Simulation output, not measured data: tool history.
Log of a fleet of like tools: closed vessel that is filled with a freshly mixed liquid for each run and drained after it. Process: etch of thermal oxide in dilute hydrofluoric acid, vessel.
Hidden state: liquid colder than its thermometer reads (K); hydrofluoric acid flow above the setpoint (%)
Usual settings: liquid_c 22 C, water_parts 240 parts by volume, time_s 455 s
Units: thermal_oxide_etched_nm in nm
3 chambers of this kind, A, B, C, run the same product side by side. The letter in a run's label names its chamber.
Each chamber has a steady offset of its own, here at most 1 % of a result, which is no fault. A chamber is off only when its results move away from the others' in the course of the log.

run	hour	liquid_c	water_parts	time_s	hours since the thermometer was replaced	hours since the hydrofluoric acid flow meter was replaced	read-back film thickness of the thermal oxide reference wafer, read on the same gauge (nm)	thermal_oxide_etched_nm
1C	12.1	22	240	455	1288	347.6	150.01	6.9684
2B	24.4	22	240	455	740	1443.3	149.98	7.03
3A	35.2	22	240	455	841.7	1348.5	150	7.0213
4C	43.9	22	240	455	1319.8	379.4	150	6.9998
5A	53.3	22	240	455	859.8	1366.6	150.01	6.9076
6B	65.6	22	240	455	781.2	1484.5	149.98	7.1438
7C	73.8	22	240	455	1349.7	409.3	150	6.9227
8A	84.2	22	240	455	890.7	1397.5	150	6.9691
9B	94.5	22	240	455	810.1	1513.4	150	7.0409
# hour 97.9: chamber C: thermometer replaced
10C	105.8	22	240	455	7.9	441.3	149.99	7.0654
11A	113.2	22	240	455	919.7	1426.5	150.01	7.037
12B	123.1	22	240	455	838.7	1542	149.98	6.892
13A	129.2	22	240	455	935.7	1442.5	149.99	7.0531
14B	140.2	22	240	455	855.8	1559.1	149.99	6.9279
15C	150.6	22	240	455	52.7	486.1	150	7.0864
16A	163.6	22	240	455	970.1	1476.9	150.01	6.989
17C	176	26.5	240	455	78.1	511.5	150.01	8.3048
18B	185.1	26.5	240	455	900.7	1604	149.98	8.0538
19A	198	26.5	240	455	1004.5	1511.3	149.98	8.2306
20C	210	22	240	455	112.1	545.5	149.99	6.939
21B	221.3	22	240	455	936.9	1640.2	150.02	6.7235
22B	234.9	22	240	455	950.5	1653.8	150	6.7357
23A	244	22	240	455	1050.5	1557.3	150.02	7.0292
24C	254.5	22	240	455	156.6	590	150	7.0909
25A	261.9	22	240	455	1068.4	1575.2	150	7.0162
26B	268.2	22	240	455	983.8	1687.1	150	6.6537
27C	281.2	22	240	455	183.3	616.7	150	7.085
28B	292.8	22	240	455	1008.4	1711.7	150.01	6.5523
29C	299	22	240	455	201.1	634.5	149.98	7.0234

What goes on in this fleet: one chamber off, a drifting gauge, or nothing beyond the chambers' own small offsets? Name the chamber and the cause, if any.

Chamber B drifts away from the others.
Cause: liquid colder than its thermometer reads (K) = 1.93.
The log may not tell that from: hydrofluoric acid flow below the setpoint (%).

Here are 4 candidates for chamber B's next run, each the usual settings with a change, their results left as question marks. Which one brings its results back in line with what the others give on the usual settings?
In line means no further than this from the other chambers' mean on the usual settings: thermal_oxide_etched_nm 0.17 nm
30B-1	308.8	22	245	450				?
30B-2	308.8	22	225	455				?
30B-3	308.8	20	240	455				?
30B-4	308.8	22	240	465				?

The other chambers' mean on the usual settings: thermal_oxide_etched_nm 7.0137 nm
run	thermal_oxide_etched_nm
30B-1	6.3016
30B-2	7.0654
30B-3	6.0537
30B-4	6.6774
30B-2 brings the chamber back in line.
